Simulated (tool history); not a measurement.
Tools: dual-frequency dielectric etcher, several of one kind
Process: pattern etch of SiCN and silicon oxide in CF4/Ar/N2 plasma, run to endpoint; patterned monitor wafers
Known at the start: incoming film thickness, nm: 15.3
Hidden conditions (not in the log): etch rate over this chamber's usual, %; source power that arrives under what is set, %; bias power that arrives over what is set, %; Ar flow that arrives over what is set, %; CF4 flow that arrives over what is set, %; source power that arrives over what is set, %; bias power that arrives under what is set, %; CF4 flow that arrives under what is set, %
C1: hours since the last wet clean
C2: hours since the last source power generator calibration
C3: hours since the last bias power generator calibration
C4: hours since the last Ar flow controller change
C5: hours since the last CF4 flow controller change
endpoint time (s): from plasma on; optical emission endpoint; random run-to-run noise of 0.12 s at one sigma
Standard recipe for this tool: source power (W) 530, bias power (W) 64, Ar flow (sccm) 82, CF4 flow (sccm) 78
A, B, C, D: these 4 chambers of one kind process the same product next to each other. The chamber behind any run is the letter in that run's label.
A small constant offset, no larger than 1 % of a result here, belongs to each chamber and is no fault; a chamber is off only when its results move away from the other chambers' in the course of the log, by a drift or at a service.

At day 0.279: chamber D: Ar flow controller replaced.
Run 1A, day 0.483: usual settings; C1 108.7; C2 872.4; C3 2250.6; C4 749.0; C5 4113.6. Result: endpoint time (s) 15.184.
Run 2C, day 0.988: usual settings; C1 172.3; C2 1236.1; C3 471.1; C4 703.4; C5 4265.3. Result: endpoint time (s) 15.122.
Run 3B, day 1.333: usual settings; C1 367.4; C2 50.0; C3 1560.8; C4 2032.4; C5 2666.1. Result: endpoint time (s) 15.323.
Run 4D, day 1.696: usual settings; C1 178.0; C2 2102.7; C3 2381.4; C4 34.0; C5 2514.5. Result: endpoint time (s) 15.740.
Run 5B, day 1.950: usual settings; C1 382.2; C2 64.8; C3 1575.6; C4 2047.2; C5 2680.9. Result: endpoint time (s) 15.410.
Run 6A, day 2.233: usual settings; C1 150.7; C2 914.4; C3 2292.6; C4 791.0; C5 4155.6. Result: endpoint time (s) 15.187.
Run 7D, day 2.738: usual settings; C1 203.0; C2 2127.7; C3 2406.4; C4 59.0; C5 2539.5. Result: endpoint time (s) 15.312.
Run 8C, day 3.100: usual settings; C1 223.0; C2 1286.8; C3 521.8; C4 754.1; C5 4316.0. Result: endpoint time (s) 15.226.
Run 9D, day 3.542: usual settings; C1 222.3; C2 2147.0; C3 2425.7; C4 78.3; C5 2558.8. Result: endpoint time (s) 15.263.
Run 10C, day 3.804: usual settings; C1 239.9; C2 1303.7; C3 538.7; C4 771.0; C5 4332.9. Result: endpoint time (s) 15.325.
Run 11A, day 4.325: usual settings; C1 200.9; C2 964.6; C3 2342.8; C4 841.2; C5 4205.8. Result: endpoint time (s) 15.468.
Run 12B, day 4.646: usual settings; C1 446.9; C2 129.5; C3 1640.3; C4 2111.9; C5 2745.6. Result: endpoint time (s) 15.609.
Run 13C, day 4.904: usual settings; C1 266.3; C2 1330.1; C3 565.1; C4 797.4; C5 4359.3. Result: endpoint time (s) 15.031.
Run 14A, day 5.188: usual settings; C1 221.6; C2 985.3; C3 2363.5; C4 861.9; C5 4226.5. Result: endpoint time (s) 15.157.
At day 5.450: chamber B: wet clean of the chamber.
Run 15D, day 5.658: usual settings; C1 273.1; C2 2197.8; C3 2476.5; C4 129.1; C5 2609.6. Result: endpoint time (s) 15.520.
Run 16B, day 6.129: usual settings; C1 16.4; C2 165.1; C3 1675.9; C4 2147.5; C5 2781.2. Result: endpoint time (s) 15.501.
Run 17C, day 6.533: usual settings; C1 305.4; C2 1369.2; C3 604.2; C4 836.5; C5 4398.4. Result: endpoint time (s) 14.762.
Run 18A, day 6.875: usual settings; C1 262.1; C2 1025.8; C3 2404.0; C4 902.4; C5 4267.0. Result: endpoint time (s) 15.244.
Run 19D, day 7.358: usual settings; C1 313.9; C2 2238.6; C3 2517.3; C4 169.9; C5 2650.4. Result: endpoint time (s) 15.547.
Run 20B, day 7.642: usual settings; C1 52.7; C2 201.4; C3 1712.2; C4 2183.8; C5 2817.5. Result: endpoint time (s) 15.285.
Run 21D, day 7.883: usual settings; C1 326.5; C2 2251.2; C3 2529.9; C4 182.5; C5 2663.0. Result: endpoint time (s) 15.278.
Run 22B, day 8.267: usual settings; C1 67.7; C2 216.4; C3 1727.2; C4 2198.8; C5 2832.5. Result: endpoint time (s) 15.385.
Run 23A, day 8.508: usual settings; C1 301.3; C2 1065.0; C3 2443.2; C4 941.6; C5 4306.2. Result: endpoint time (s) 15.136.
Run 24C, day 8.988: usual settings; C1 364.3; C2 1428.1; C3 663.1; C4 895.4; C5 4457.3. Result: endpoint time (s) 14.772.
Run 25B, day 9.254: usual settings; C1 91.4; C2 240.1; C3 1750.9; C4 2222.5; C5 2856.2. Result: endpoint time (s) 15.366.
Run 26C, day 9.483: usual settings but source power (W) 610, CF4 flow (sccm) 70; C1 376.2; C2 1440.0; C3 675.0; C4 907.3; C5 4469.2. Result: endpoint time (s) 13.144.
Run 27D, day 9.879: usual settings but source power (W) 610, CF4 flow (sccm) 70; C1 374.4; C2 2299.1; C3 2577.8; C4 230.4; C5 2710.9. Result: endpoint time (s) 13.762.
Run 28A, day 10.112: usual settings but source power (W) 610, CF4 flow (sccm) 70; C1 339.8; C2 1103.5; C3 2481.7; C4 980.1; C5 4344.7. Result: endpoint time (s) 13.895.

Is one chamber out of step, is the gauge drifting, or do the chambers differ by no more than their own small offsets? For an off chamber, give its letter and the likeliest cause.

Little by little, chamber C moves away from the other chambers.
Most likely cause: etch rate over this chamber's usual, % = 4.63.
The log may not tell that from: source power that arrives over what is set, %.

Chamber C could run next with any of the 4 candidate recipes listed below; each alters the usual settings, and their results appear as question marks. Which one brings its results back in line with what the other chambers deliver on the usual settings?
In line means no further than this from the other chambers' mean on the usual settings: endpoint time (s) 0.440
Run 29C-1, day 10.496: usual settings but source power (W) 560, Ar flow (sccm) 81. Result: endpoint time (s) ?.
Run 29C-2, day 10.496: usual settings but bias power (W) 49, CF4 flow (sccm) 69. Result: endpoint time (s) ?.
Run 29C-3, day 10.496: usual settings but Ar flow (sccm) 110. Result: endpoint time (s) ?.
Run 29C-4, day 10.496: usual settings but source power (W) 590, Ar flow (sccm) 81, CF4 flow (sccm) 79. Result: endpoint time (s) ?.

The other chambers' mean on the usual settings: endpoint time (s) 15.378
  run  endpoint time (s)
29C-1             13.933
29C-2             16.195
29C-3             15.326
29C-4             13.268
29C-3 is the one that brings the chamber's results back in line with the other chambers.
